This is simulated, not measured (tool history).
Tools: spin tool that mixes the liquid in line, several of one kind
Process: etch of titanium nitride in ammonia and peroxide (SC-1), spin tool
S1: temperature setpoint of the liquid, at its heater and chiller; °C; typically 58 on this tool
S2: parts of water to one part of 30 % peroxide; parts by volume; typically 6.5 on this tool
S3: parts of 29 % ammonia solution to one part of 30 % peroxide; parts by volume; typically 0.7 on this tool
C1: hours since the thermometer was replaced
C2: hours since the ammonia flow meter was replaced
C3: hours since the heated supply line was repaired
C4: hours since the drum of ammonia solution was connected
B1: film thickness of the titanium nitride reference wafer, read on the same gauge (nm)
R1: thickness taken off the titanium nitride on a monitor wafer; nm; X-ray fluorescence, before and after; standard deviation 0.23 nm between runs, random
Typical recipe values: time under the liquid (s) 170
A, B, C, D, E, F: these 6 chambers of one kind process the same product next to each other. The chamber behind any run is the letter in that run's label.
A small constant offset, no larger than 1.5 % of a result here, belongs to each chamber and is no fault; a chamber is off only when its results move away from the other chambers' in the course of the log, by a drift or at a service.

{"run": "1C", "day": 0.1, "S1": 58, "S2": 6.5, "S3": 0.7, "time under the liquid (s)": 170, "C1": 123, "C2": 349.1, "C3": 425.4, "C4": 594.1, "B1": 139.99, "R1": 31.497}
{"run": "2A", "day": 0.2, "S1": 58, "S2": 6.5, "S3": 0.7, "time under the liquid (s)": 170, "C1": 809.9, "C2": 781.2, "C3": 689.1, "C4": 75.9, "B1": 139.98, "R1": 31.841}
{"run": "3E", "day": 0.362, "S1": 58, "S2": 6.5, "S3": 0.7, "time under the liquid (s)": 170, "C1": 824.3, "C2": 626.9, "C3": 866.4, "C4": 441.8, "B1": 139.99, "R1": 32.361}
{"run": "4F", "day": 0.542, "S1": 58, "S2": 6.5, "S3": 0.7, "time under the liquid (s)": 170, "C1": 1339, "C2": 338.2, "C3": 646.8, "C4": 492.3, "B1": 140, "R1": 31.558}
{"run": "5D", "day": 0.662, "S1": 58, "S2": 6.5, "S3": 0.7, "time under the liquid (s)": 170, "C1": 340.9, "C2": 1065.2, "C3": 3559.2, "C4": 133.3, "B1": 140.01, "R1": 32.234}
{"run": "6B", "day": 0.788, "S1": 58, "S2": 6.5, "S3": 0.7, "time under the liquid (s)": 170, "C1": 2078.6, "C2": 2089.3, "C3": 257, "C4": 42.6, "B1": 140, "R1": 31.495}
{"day": 0.929, "done": "chamber D: ammonia flow meter replaced"}
{"run": "7D", "day": 0.929, "S1": 58, "S2": 6.5, "S3": 0.7, "time under the liquid (s)": 170, "C1": 347.3, "C2": 0, "C3": 3565.6, "C4": 139.7, "B1": 139.98, "R1": 31.838}
{"run": "8F", "day": 1.054, "S1": 58, "S2": 6.5, "S3": 0.7, "time under the liquid (s)": 170, "C1": 1351.3, "C2": 350.5, "C3": 659.1, "C4": 504.6, "B1": 140.02, "R1": 31.124}
{"run": "9A", "day": 1.175, "S1": 58, "S2": 6.5, "S3": 0.7, "time under the liquid (s)": 170, "C1": 833.3, "C2": 804.6, "C3": 712.5, "C4": 99.3, "B1": 140, "R1": 32.359}
{"run": "10C", "day": 1.346, "S1": 58, "S2": 6.5, "S3": 0.7, "time under the liquid (s)": 170, "C1": 152.9, "C2": 379, "C3": 455.3, "C4": 624, "B1": 139.97, "R1": 31.5}
{"run": "11E", "day": 1.525, "S1": 58, "S2": 6.5, "S3": 0.7, "time under the liquid (s)": 170, "C1": 852.2, "C2": 654.8, "C3": 894.3, "C4": 469.7, "B1": 139.97, "R1": 32.3}
{"run": "12B", "day": 1.633, "S1": 58, "S2": 6.5, "S3": 0.7, "time under the liquid (s)": 170, "C1": 2098.9, "C2": 2109.6, "C3": 277.3, "C4": 62.9, "B1": 139.98, "R1": 31.575}
{"run": "13A", "day": 1.754, "S1": 58, "S2": 6.5, "S3": 0.7, "time under the liquid (s)": 170, "C1": 847.2, "C2": 818.5, "C3": 726.4, "C4": 113.2, "B1": 140, "R1": 32.085}
{"run": "14E", "day": 1.854, "S1": 58, "S2": 6.5, "S3": 0.7, "time under the liquid (s)": 170, "C1": 860.1, "C2": 662.7, "C3": 902.2, "C4": 477.6, "B1": 140.02, "R1": 32.08}
{"run": "15F", "day": 2.017, "S1": 58, "S2": 6.5, "S3": 0.7, "time under the liquid (s)": 170, "C1": 1374.4, "C2": 373.6, "C3": 682.2, "C4": 527.7, "B1": 140.01, "R1": 31.269}
{"run": "16C", "day": 2.188, "S1": 49, "S2": 6.5, "S3": 0.7, "time under the liquid (s)": 205, "C1": 173.1, "C2": 399.2, "C3": 475.5, "C4": 644.2, "B1": 140.02, "R1": 20.576}
{"run": "17D", "day": 2.346, "S1": 49, "S2": 6.5, "S3": 0.7, "time under the liquid (s)": 205, "C1": 381.3, "C2": 34, "C3": 3599.6, "C4": 173.7, "B1": 139.98, "R1": 20.786}
{"run": "18B", "day": 2.488, "S1": 49, "S2": 6.5, "S3": 0.7, "time under the liquid (s)": 205, "C1": 2119.4, "C2": 2130.1, "C3": 297.8, "C4": 83.4, "B1": 139.99, "R1": 20.745}
{"run": "19F", "day": 2.604, "S1": 49, "S2": 6.5, "S3": 0.7, "time under the liquid (s)": 205, "C1": 1388.5, "C2": 387.7, "C3": 696.3, "C4": 541.8, "B1": 140.01, "R1": 20.226}
{"run": "20E", "day": 2.775, "S1": 49, "S2": 6.5, "S3": 0.7, "time under the liquid (s)": 205, "C1": 882.2, "C2": 684.8, "C3": 924.3, "C4": 499.7, "B1": 140.01, "R1": 21.148}
{"run": "21C", "day": 2.875, "S1": 49, "S2": 6.5, "S3": 0.7, "time under the liquid (s)": 205, "C1": 189.6, "C2": 415.7, "C3": 492, "C4": 660.7, "B1": 139.99, "R1": 20.587}
{"run": "22A", "day": 2.958, "S1": 58, "S2": 6.5, "S3": 0.7, "time under the liquid (s)": 170, "C1": 876.1, "C2": 847.4, "C3": 755.3, "C4": 142.1, "B1": 139.97, "R1": 31.861}
{"day": 2.983, "done": "chamber A: heated supply line repaired"}
{"run": "23B", "day": 3.075, "S1": 58, "S2": 6.5, "S3": 0.7, "time under the liquid (s)": 170, "C1": 2133.5, "C2": 2144.2, "C3": 311.9, "C4": 97.5, "B1": 140.01, "R1": 30.927}
{"run": "24D", "day": 3.262, "S1": 58, "S2": 7.5, "S3": 0.9, "time under the liquid (s)": 170, "C1": 403.3, "C2": 56, "C3": 3621.6, "C4": 195.7, "B1": 140.01, "R1": 31.389}
{"run": "25B", "day": 3.354, "S1": 58, "S2": 7.5, "S3": 0.9, "time under the liquid (s)": 170, "C1": 2140.2, "C2": 2150.9, "C3": 318.6, "C4": 104.2, "B1": 139.99, "R1": 30.107}
{"run": "26C", "day": 3.467, "S1": 58, "S2": 7.5, "S3": 0.9, "time under the liquid (s)": 170, "C1": 203.8, "C2": 429.9, "C3": 506.2, "C4": 674.9, "B1": 140.01, "R1": 30.848}
{"day": 3.55, "done": "chamber E: thermometer replaced"}
{"run": "27F", "day": 3.562, "S1": 58, "S2": 7.5, "S3": 0.9, "time under the liquid (s)": 170, "C1": 1411.5, "C2": 410.7, "C3": 719.3, "C4": 564.8, "B1": 139.99, "R1": 30.148}
{"run": "28A", "day": 3.671, "S1": 58, "S2": 7.5, "S3": 0.9, "time under the liquid (s)": 170, "C1": 893.2, "C2": 864.5, "C3": 16.5, "C4": 159.2, "B1": 140.01, "R1": 31.181}
{"run": "29E", "day": 3.775, "S1": 58, "S2": 7.5, "S3": 0.9, "time under the liquid (s)": 170, "C1": 5.5, "C2": 708.8, "C3": 948.3, "C4": 523.7, "B1": 139.98, "R1": 31.406}
{"run": "30D", "day": 3.942, "S1": 55, "S2": 6.5, "S3": 0.7, "time under the liquid (s)": 170, "C1": 419.6, "C2": 72.3, "C3": 3637.9, "C4": 212, "B1": 140.05, "R1": 25.903}
{"run": "31B", "day": 4.029, "S1": 55, "S2": 6.5, "S3": 0.7, "time under the liquid (s)": 170, "C1": 2156.4, "C2": 2167.1, "C3": 334.8, "C4": 120.4, "B1": 140.02, "R1": 25.576}
{"run": "32D", "day": 4.2, "S1": 55, "S2": 6.5, "S3": 0.7, "time under the liquid (s)": 170, "C1": 425.8, "C2": 78.5, "C3": 3644.1, "C4": 218.2, "B1": 139.99, "R1": 26.061}
{"run": "33E", "day": 4.288, "S1": 55, "S2": 6.5, "S3": 0.7, "time under the liquid (s)": 170, "C1": 17.8, "C2": 721.1, "C3": 960.6, "C4": 536, "B1": 140, "R1": 26.589}
{"run": "34A", "day": 4.421, "S1": 55, "S2": 6.5, "S3": 0.7, "time under the liquid (s)": 170, "C1": 911.2, "C2": 882.5, "C3": 34.5, "C4": 177.2, "B1": 140.01, "R1": 26.278}
{"run": "35C", "day": 4.538, "S1": 55, "S2": 6.5, "S3": 0.7, "time under the liquid (s)": 170, "C1": 229.5, "C2": 455.6, "C3": 531.9, "C4": 700.6, "B1": 140, "R1": 26.042}
{"run": "36F", "day": 4.725, "S1": 58, "S2": 6.5, "S3": 0.7, "time under the liquid (s)": 170, "C1": 1439.4, "C2": 438.6, "C3": 747.2, "C4": 592.7, "B1": 139.98, "R1": 31.414}
{"run": "37C", "day": 4.85, "S1": 58, "S2": 6.5, "S3": 0.7, "time under the liquid (s)": 170, "C1": 237, "C2": 463.1, "C3": 539.4, "C4": 708.1, "B1": 140.02, "R1": 31.476}

For the next run the whole fleet of 6 chambers uses the same settings. Give each chamber's results:
{"run": "38A", "day": 4.988, "S1": 58, "S2": 5, "S3": 0.7, "time under the liquid (s)": 170, "R1": "?"}
{"run": "38B", "day": 4.988, "S1": 58, "S2": 5, "S3": 0.7, "time under the liquid (s)": 170, "R1": "?"}
{"run": "38C", "day": 4.988, "S1": 58, "S2": 5, "S3": 0.7, "time under the liquid (s)": 170, "R1": "?"}
{"run": "38D", "day": 4.988, "S1": 58, "S2": 5, "S3": 0.7, "time under the liquid (s)": 170, "R1": "?"}
{"run": "38E", "day": 4.988, "S1": 58, "S2": 5, "S3": 0.7, "time under the liquid (s)": 170, "R1": "?"}
{"run": "38F", "day": 4.988, "S1": 58, "S2": 5, "S3": 0.7, "time under the liquid (s)": 170, "R1": "?"}

run=38A R1=36.303
run=38B R1=35.086
run=38C R1=35.895
run=38D R1=36.513
run=38E R1=36.676
run=38F R1=35.493

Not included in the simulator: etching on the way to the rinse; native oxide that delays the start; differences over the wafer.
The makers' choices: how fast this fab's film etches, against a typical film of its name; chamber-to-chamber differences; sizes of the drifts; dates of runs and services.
